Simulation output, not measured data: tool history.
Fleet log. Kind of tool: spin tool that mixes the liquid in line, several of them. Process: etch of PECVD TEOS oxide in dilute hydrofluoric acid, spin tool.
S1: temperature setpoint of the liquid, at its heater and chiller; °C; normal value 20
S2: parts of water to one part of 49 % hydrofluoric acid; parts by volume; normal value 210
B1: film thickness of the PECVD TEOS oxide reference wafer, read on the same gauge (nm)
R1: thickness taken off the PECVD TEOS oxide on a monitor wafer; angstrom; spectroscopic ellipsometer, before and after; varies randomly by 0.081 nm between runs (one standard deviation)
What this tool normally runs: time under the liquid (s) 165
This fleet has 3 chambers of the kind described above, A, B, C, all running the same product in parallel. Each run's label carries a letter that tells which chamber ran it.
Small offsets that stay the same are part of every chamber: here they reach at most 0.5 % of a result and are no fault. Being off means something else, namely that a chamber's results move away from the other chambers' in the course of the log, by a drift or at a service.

run 1B day=0.221 | S1=20 S2=210 time_under_the_liquid_(s)=165 | B1=140.01 | R1=112.46
run 2A day=0.4 | S1=20 S2=210 time_under_the_liquid_(s)=165 | B1=140 | R1=113.02
run 3C day=0.621 | S1=20 S2=210 time_under_the_liquid_(s)=165 | B1=140.01 | R1=112.42
run 4A day=0.825 | S1=20 S2=210 time_under_the_liquid_(s)=165 | B1=139.98 | R1=113.7
run 5C day=0.992 | S1=20 S2=210 time_under_the_liquid_(s)=165 | B1=140.06 | R1=114.1
run 6B day=1.192 | S1=20 S2=210 time_under_the_liquid_(s)=165 | B1=139.97 | R1=113.05
run 7B day=1.404 | S1=20 S2=210 time_under_the_liquid_(s)=165 | B1=140.05 | R1=113.42
run 8C day=1.625 | S1=20 S2=115 time_under_the_liquid_(s)=165 | B1=139.95 | R1=231.01
run 9A day=1.871 | S1=20 S2=115 time_under_the_liquid_(s)=165 | B1=140.02 | R1=222.99
run 10C day=2.058 | S1=20 S2=115 time_under_the_liquid_(s)=165 | B1=140.01 | R1=229.08
run 11B day=2.233 | S1=20 S2=210 time_under_the_liquid_(s)=165 | B1=140.05 | R1=112.67
run 12A day=2.383 | S1=20 S2=210 time_under_the_liquid_(s)=165 | B1=139.98 | R1=113.62
run 13C day=2.571 | S1=17 S2=165 time_under_the_liquid_(s)=165 | B1=140 | R1=134.7
run 14A day=2.788 | S1=17 S2=165 time_under_the_liquid_(s)=165 | B1=140.01 | R1=131.43
run 15B day=2.925 | S1=17 S2=165 time_under_the_liquid_(s)=165 | B1=140.01 | R1=131.68
run 16A day=3.062 | S1=20 S2=210 time_under_the_liquid_(s)=165 | B1=139.99 | R1=113.03
run 17C day=3.3 | S1=20 S2=210 time_under_the_liquid_(s)=165 | B1=140.01 | R1=113.12
run 18B day=3.412 | S1=20 S2=210 time_under_the_liquid_(s)=165 | B1=139.99 | R1=112.78
run 19C day=3.65 | S1=20 S2=210 time_under_the_liquid_(s)=165 | B1=140.01 | R1=112.2
run 20A day=3.842 | S1=20 S2=210 time_under_the_liquid_(s)=165 | B1=139.98 | R1=112.49
-- day=3.883 chamber C: hydrofluoric acid flow meter replaced
run 21B day=3.975 | S1=20 S2=295 time_under_the_liquid_(s)=225 | B1=139.99 | R1=101.85
run 22C day=4.133 | S1=20 S2=295 time_under_the_liquid_(s)=225 | B1=140.04 | R1=101.12
run 23A day=4.271 | S1=20 S2=295 time_under_the_liquid_(s)=225 | B1=140.01 | R1=102.13
run 24B day=4.492 | S1=20 S2=210 time_under_the_liquid_(s)=165 | B1=139.99 | R1=112.58
run 25B day=4.696 | S1=20 S2=210 time_under_the_liquid_(s)=165 | B1=139.99 | R1=112.65
run 26C day=4.917 | S1=20 S2=210 time_under_the_liquid_(s)=165 | B1=139.95 | R1=111.95
run 27A day=5.088 | S1=20 S2=210 time_under_the_liquid_(s)=165 | B1=139.98 | R1=112.54
run 28A day=5.279 | S1=20 S2=210 time_under_the_liquid_(s)=165 | B1=140.02 | R1=112.09
run 29B day=5.421 | S1=20 S2=210 time_under_the_liquid_(s)=165 | B1=139.99 | R1=114.26
run 30C day=5.625 | S1=20 S2=210 time_under_the_liquid_(s)=165 | B1=140.01 | R1=114.71
run 31B day=5.762 | S1=20 S2=210 time_under_the_liquid_(s)=165 | B1=139.96 | R1=113.37
run 32A day=5.904 | S1=20 S2=210 time_under_the_liquid_(s)=165 | B1=140 | R1=112.71
run 33C day=6.029 | S1=20 S2=210 time_under_the_liquid_(s)=165 | B1=139.98 | R1=113.03
run 34B day=6.267 | S1=20 S2=210 time_under_the_liquid_(s)=165 | B1=139.99 | R1=112.02
run 35C day=6.446 | S1=20 S2=210 time_under_the_liquid_(s)=165 | B1=140.01 | R1=113.91
run 36A day=6.583 | S1=20 S2=210 time_under_the_liquid_(s)=165 | B1=139.98 | R1=113.9
run 37C day=6.804 | S1=21.5 S2=160 time_under_the_liquid_(s)=165 | B1=139.98 | R1=165.84
run 38A day=7.017 | S1=21.5 S2=160 time_under_the_liquid_(s)=165 | B1=139.99 | R1=162.8
run 39B day=7.196 | S1=21.5 S2=160 time_under_the_liquid_(s)=165 | B1=140 | R1=165.7

Next, every chamber runs the same settings. What will each give?
run 40A day=7.375 | S1=20 S2=210 time_under_the_liquid_(s)=165 | R1=?
run 40B day=7.375 | S1=20 S2=210 time_under_the_liquid_(s)=165 | R1=?
run 40C day=7.375 | S1=20 S2=210 time_under_the_liquid_(s)=165 | R1=?

run=40A R1=112.45
run=40B R1=111.71
run=40C R1=114.13
